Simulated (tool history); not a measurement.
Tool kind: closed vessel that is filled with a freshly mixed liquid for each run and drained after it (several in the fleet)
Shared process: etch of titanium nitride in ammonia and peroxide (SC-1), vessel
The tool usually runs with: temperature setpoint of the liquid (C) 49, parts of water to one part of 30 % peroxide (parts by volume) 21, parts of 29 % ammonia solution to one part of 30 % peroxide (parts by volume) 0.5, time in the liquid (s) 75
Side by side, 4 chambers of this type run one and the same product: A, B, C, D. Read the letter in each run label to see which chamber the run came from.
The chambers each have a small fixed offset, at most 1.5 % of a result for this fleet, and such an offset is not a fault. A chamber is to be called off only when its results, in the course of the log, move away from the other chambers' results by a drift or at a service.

run	hour	temperature setpoint of the liquid (C)	parts of water to one part of 30 % peroxide (parts by volume)	parts of 29 % ammonia solution to one part of 30 % peroxide (parts by volume)	time in the liquid (s)	read-back film thickness of the titanium nitride reference wafer, read on the same gauge (nm)	thickness taken off the titanium nitride on a monitor wafer (angstrom)
1C	7.3	49	21	0.5	75	80.015	48.247
2A	23.1	49	21	0.5	75	79.987	46.68
# hour 30.3: chamber A: ammonia flow meter replaced
3D	33.5	49	21	0.5	75	80.044	47.819
4B	45.9	49	21	0.5	75	80.007	47.707
5D	53.7	49	21	0.5	75	79.975	46.974
6C	62.5	49	21	0.5	75	80.017	47.44
7B	72.1	49	27	0.5	45	80	24.89
8A	83.9	49	27	0.5	45	80.047	24.356
9D	93.3	49	27	0.5	45	80.009	24.763
10C	105.2	49	27	0.5	45	80.009	25.025
11A	118.8	49	21	0.5	75	80.006	47.209
12B	130.2	49	21	0.5	75	79.993	48.01
13D	137.3	49	21	0.5	75	79.983	47.372
# hour 141.9: chamber B: new drum of ammonia solution connected
14A	152.3	49	21	0.5	75	79.998	46.573
15B	164.3	49	21	0.5	75	79.979	47.846
16C	172.5	49	21	0.5	75	80.031	48.091
17B	180	49	21	0.5	45	79.978	28.771
18C	195	49	21	0.5	45	80.025	28.745
19A	211.2	49	21	0.5	45	79.964	28.024
20D	221.4	49	21	0.5	45	80.031	28.572
21C	234.8	49	21	0.5	75	79.999	47.797
22A	245.2	49	21	0.5	75	80.011	46.735
23B	258.5	49	21	0.5	75	80.005	46.874
24D	273.2	49	21	0.5	75	80.026	47.516
25D	289.5	49	21	0.5	75	80.005	47.11
26A	305.7	49	21	0.5	75	79.988	46.67
27B	320.9	49	21	0.5	75	79.999	46.883
28C	328.2	49	21	0.5	75	79.993	48.075
29B	342.7	49	21	0.5	75	79.949	46.588
30C	357.6	49	21	0.5	75	79.997	47.893
31D	366.5	49	21	0.5	75	80.048	47.629
32A	377.4	49	21	0.5	75	80.015	46.805
33D	392.1	49	21	0.5	75	79.98	47.602
34B	406.4	49	21	0.5	75	79.979	45.971
# hour 409.7: chamber D: ammonia flow meter replaced
35C	418.8	49	21	0.5	75	79.989	47.55
36A	431.4	49	21	0.5	75	80.013	46.771
# hour 432: chamber C: new drum of ammonia solution connected
37B	444.8	49	21	0.5	75	79.99	46.285
38D	454.5	49	21	0.5	75	79.975	47.744
39C	468.1	49	21	0.5	75	79.976	48.198

The same settings go to every chamber for the next run, one line per chamber below. Forecast the results for each:
40A	479.7	49	21	0.25	75		?
40B	479.7	49	21	0.25	75		?
40C	479.7	49	21	0.25	75		?
40D	479.7	49	21	0.25	75		?

run	thickness taken off the titanium nitride on a monitor wafer (angstrom)
40A	41.251
40B	40.335
40C	41.959
40D	41.723
